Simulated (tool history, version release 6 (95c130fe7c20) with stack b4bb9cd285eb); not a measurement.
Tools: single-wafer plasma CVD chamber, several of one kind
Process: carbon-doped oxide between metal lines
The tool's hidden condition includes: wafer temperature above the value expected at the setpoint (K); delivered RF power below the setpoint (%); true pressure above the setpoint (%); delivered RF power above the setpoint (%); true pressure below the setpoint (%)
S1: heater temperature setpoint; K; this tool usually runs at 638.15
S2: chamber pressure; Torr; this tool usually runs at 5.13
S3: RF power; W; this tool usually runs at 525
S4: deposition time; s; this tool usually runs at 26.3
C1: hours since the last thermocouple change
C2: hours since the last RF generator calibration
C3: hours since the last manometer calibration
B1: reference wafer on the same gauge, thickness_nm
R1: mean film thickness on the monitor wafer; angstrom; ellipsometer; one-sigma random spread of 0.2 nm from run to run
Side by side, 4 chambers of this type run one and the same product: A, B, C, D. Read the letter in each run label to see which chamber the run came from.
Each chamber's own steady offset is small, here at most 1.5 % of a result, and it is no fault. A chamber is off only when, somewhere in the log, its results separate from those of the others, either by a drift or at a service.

{"run": "1D", "hour": 2.1, "S1": 638.15, "S2": 5.13, "S3": 525, "S4": 26.3, "C1": 478.2, "C2": 929.3, "C3": 450.5, "B1": 129, "R1": 1337.2}
{"run": "2B", "hour": 6.1, "S1": 638.15, "S2": 5.13, "S3": 525, "S4": 26.3, "C1": 1508.6, "C2": 1050.3, "C3": 291, "B1": 128.96, "R1": 1330.2}
{"run": "3A", "hour": 8.4, "S1": 638.15, "S2": 5.13, "S3": 525, "S4": 26.3, "C1": 1093.3, "C2": 1127.1, "C3": 390.6, "B1": 128.99, "R1": 1351.1}
{"run": "4C", "hour": 12.0, "S1": 638.15, "S2": 5.13, "S3": 525, "S4": 26.3, "C1": 1361.4, "C2": 476.3, "C3": 1409, "B1": 128.9, "R1": 1325.3}
{"run": "5D", "hour": 13.9, "S1": 638.15, "S2": 5.13, "S3": 525, "S4": 26.3, "C1": 490, "C2": 941.1, "C3": 462.3, "B1": 128.91, "R1": 1339.8}
{"run": "6B", "hour": 16.3, "S1": 638.15, "S2": 5.13, "S3": 525, "S4": 26.3, "C1": 1518.8, "C2": 1060.5, "C3": 301.2, "B1": 128.97, "R1": 1328.6}
{"run": "7A", "hour": 20.1, "S1": 638.15, "S2": 5.13, "S3": 525, "S4": 26.3, "C1": 1105, "C2": 1138.8, "C3": 402.3, "B1": 128.88, "R1": 1347.2}
{"run": "8C", "hour": 23.8, "S1": 638.15, "S2": 5.13, "S3": 525, "S4": 26.3, "C1": 1373.2, "C2": 488.1, "C3": 1420.8, "B1": 128.9, "R1": 1324.1}
{"run": "9D", "hour": 27.7, "S1": 638.15, "S2": 5.13, "S3": 525, "S4": 26.3, "C1": 503.8, "C2": 954.9, "C3": 476.1, "B1": 128.84, "R1": 1339.2}
{"run": "10A", "hour": 29.8, "S1": 638.15, "S2": 5.13, "S3": 525, "S4": 26.3, "C1": 1114.7, "C2": 1148.5, "C3": 412, "B1": 128.83, "R1": 1346.8}
{"run": "11C", "hour": 32.0, "S1": 638.15, "S2": 5.13, "S3": 525, "S4": 26.3, "C1": 1381.4, "C2": 496.3, "C3": 1429, "B1": 128.76, "R1": 1321.5}
{"run": "12B", "hour": 35.7, "S1": 638.15, "S2": 5.13, "S3": 525, "S4": 26.3, "C1": 1538.2, "C2": 1079.9, "C3": 320.6, "B1": 128.84, "R1": 1326.1}
{"run": "13D", "hour": 39.5, "S1": 638.15, "S2": 5.13, "S3": 525, "S4": 26.3, "C1": 515.6, "C2": 966.7, "C3": 487.9, "B1": 128.76, "R1": 1337}
{"run": "14B", "hour": 41.9, "S1": 638.15, "S2": 5.13, "S3": 525, "S4": 26.3, "C1": 1544.4, "C2": 1086.1, "C3": 326.8, "B1": 128.79, "R1": 1327.3}
{"run": "15A", "hour": 44.3, "S1": 638.15, "S2": 5.13, "S3": 525, "S4": 26.3, "C1": 1129.2, "C2": 1163, "C3": 426.5, "B1": 128.81, "R1": 1348.5}
{"run": "16C", "hour": 47.2, "S1": 638.15, "S2": 5.13, "S3": 525, "S4": 26.3, "C1": 1396.6, "C2": 511.5, "C3": 1444.2, "B1": 128.76, "R1": 1326}
{"run": "17C", "hour": 50.1, "S1": 638.15, "S2": 5.13, "S3": 525, "S4": 26.3, "C1": 1399.5, "C2": 514.4, "C3": 1447.1, "B1": 128.75, "R1": 1322.6}
{"run": "18D", "hour": 54.3, "S1": 638.15, "S2": 5.13, "S3": 525, "S4": 22.2, "C1": 530.4, "C2": 981.5, "C3": 502.7, "B1": 128.69, "R1": 1129.3}
{"run": "19A", "hour": 56.8, "S1": 638.15, "S2": 5.13, "S3": 525, "S4": 22.2, "C1": 1141.7, "C2": 1175.5, "C3": 439, "B1": 128.68, "R1": 1138.3}
{"run": "20B", "hour": 59.0, "S1": 638.15, "S2": 5.13, "S3": 525, "S4": 22.2, "C1": 1561.5, "C2": 1103.2, "C3": 343.9, "B1": 128.68, "R1": 1120.8}
{"run": "21A", "hour": 61.0, "S1": 638.15, "S2": 5.13, "S3": 525, "S4": 22.2, "C1": 1145.9, "C2": 1179.7, "C3": 443.2, "B1": 128.65, "R1": 1141.7}
{"run": "22D", "hour": 65.0, "S1": 638.15, "S2": 5.13, "S3": 525, "S4": 26.3, "C1": 541.1, "C2": 992.2, "C3": 513.4, "B1": 128.66, "R1": 1334.9}
{"hour": 68.6, "done": "chamber D: RF generator calibrated"}
{"run": "23C", "hour": 68.6, "S1": 638.15, "S2": 5.13, "S3": 525, "S4": 26.3, "C1": 1418, "C2": 532.9, "C3": 1465.6, "B1": 128.57, "R1": 1321.2}
{"run": "24B", "hour": 72.0, "S1": 638.15, "S2": 5.13, "S3": 525, "S4": 26.3, "C1": 1574.5, "C2": 1116.2, "C3": 356.9, "B1": 128.56, "R1": 1325.1}
{"run": "25D", "hour": 76.0, "S1": 638.15, "S2": 5.13, "S3": 525, "S4": 26.3, "C1": 552.1, "C2": 7.5, "C3": 524.4, "B1": 128.63, "R1": 1331.1}
{"run": "26B", "hour": 78.4, "S1": 638.15, "S2": 5.13, "S3": 525, "S4": 26.3, "C1": 1580.9, "C2": 1122.6, "C3": 363.3, "B1": 128.55, "R1": 1326.1}
{"run": "27C", "hour": 81.7, "S1": 638.15, "S2": 5.13, "S3": 525, "S4": 26.3, "C1": 1431.1, "C2": 546, "C3": 1478.7, "B1": 128.53, "R1": 1316.6}
{"run": "28A", "hour": 85.3, "S1": 638.15, "S2": 5.13, "S3": 525, "S4": 26.3, "C1": 1170.2, "C2": 1204, "C3": 467.5, "B1": 128.47, "R1": 1341.5}
{"run": "29D", "hour": 88.0, "S1": 638.15, "S2": 5.13, "S3": 525, "S4": 26.3, "C1": 564.1, "C2": 19.5, "C3": 536.4, "B1": 128.48, "R1": 1334.2}
{"run": "30B", "hour": 91.9, "S1": 638.15, "S2": 5.13, "S3": 525, "S4": 26.3, "C1": 1594.4, "C2": 1136.1, "C3": 376.8, "B1": 128.52, "R1": 1321.1}
{"run": "31C", "hour": 94.2, "S1": 643.15, "S2": 5.13, "S3": 590, "S4": 26.3, "C1": 1443.6, "C2": 558.5, "C3": 1491.2, "B1": 128.46, "R1": 1399.7}
{"run": "32A", "hour": 96.3, "S1": 643.15, "S2": 5.13, "S3": 590, "S4": 26.3, "C1": 1181.2, "C2": 1215, "C3": 478.5, "B1": 128.48, "R1": 1425.8}
{"run": "33B", "hour": 99.7, "S1": 643.15, "S2": 5.13, "S3": 590, "S4": 26.3, "C1": 1602.2, "C2": 1143.9, "C3": 384.6, "B1": 128.42, "R1": 1406.1}
{"run": "34D", "hour": 102.3, "S1": 643.15, "S2": 5.13, "S3": 590, "S4": 26.3, "C1": 578.4, "C2": 33.8, "C3": 550.7, "B1": 128.37, "R1": 1417.1}
{"run": "35A", "hour": 104.5, "S1": 638.15, "S2": 5.13, "S3": 525, "S4": 26.3, "C1": 1189.4, "C2": 1223.2, "C3": 486.7, "B1": 128.39, "R1": 1344.5}
{"run": "36C", "hour": 108.3, "S1": 638.15, "S2": 5.13, "S3": 525, "S4": 26.3, "C1": 1457.7, "C2": 572.6, "C3": 1505.3, "B1": 128.4, "R1": 1322}
{"run": "37B", "hour": 111.9, "S1": 638.15, "S2": 5.13, "S3": 525, "S4": 26.3, "C1": 1614.4, "C2": 1156.1, "C3": 396.8, "B1": 128.38, "R1": 1322.6}
{"run": "38D", "hour": 114.1, "S1": 638.15, "S2": 5.13, "S3": 525, "S4": 26.3, "C1": 590.2, "C2": 45.6, "C3": 562.5, "B1": 128.28, "R1": 1331.6}
{"run": "39C", "hour": 116.1, "S1": 638.15, "S2": 5.13, "S3": 525, "S4": 26.3, "C1": 1465.5, "C2": 580.4, "C3": 1513.1, "B1": 128.35, "R1": 1319.1}
{"run": "40A", "hour": 119.8, "S1": 638.15, "S2": 5.13, "S3": 525, "S4": 26.3, "C1": 1204.7, "C2": 1238.5, "C3": 502, "B1": 128.36, "R1": 1340.8}
{"run": "41C", "hour": 122.6, "S1": 638.15, "S2": 5.13, "S3": 525, "S4": 26.3, "C1": 1472, "C2": 586.9, "C3": 1519.6, "B1": 128.29, "R1": 1313.6}
{"run": "42D", "hour": 125.9, "S1": 638.15, "S2": 5.13, "S3": 525, "S4": 26.3, "C1": 602, "C2": 57.4, "C3": 574.3, "B1": 128.28, "R1": 1334.7}
{"run": "43A", "hour": 128.4, "S1": 638.15, "S2": 5.13, "S3": 525, "S4": 26.3, "C1": 1213.3, "C2": 1247.1, "C3": 510.6, "B1": 128.29, "R1": 1343.6}
{"run": "44B", "hour": 131.2, "S1": 638.15, "S2": 5.13, "S3": 525, "S4": 26.3, "C1": 1633.7, "C2": 1175.4, "C3": 416.1, "B1": 128.22, "R1": 1321.1}

Is one chamber off against the others, does the gauge drift, or is nothing wrong? If a chamber is off, say which, and what the likeliest cause is.

Gauge drift. The chambers move together only on paper, and none stands off.
Cause: gauge reads low (%) = 0.607.

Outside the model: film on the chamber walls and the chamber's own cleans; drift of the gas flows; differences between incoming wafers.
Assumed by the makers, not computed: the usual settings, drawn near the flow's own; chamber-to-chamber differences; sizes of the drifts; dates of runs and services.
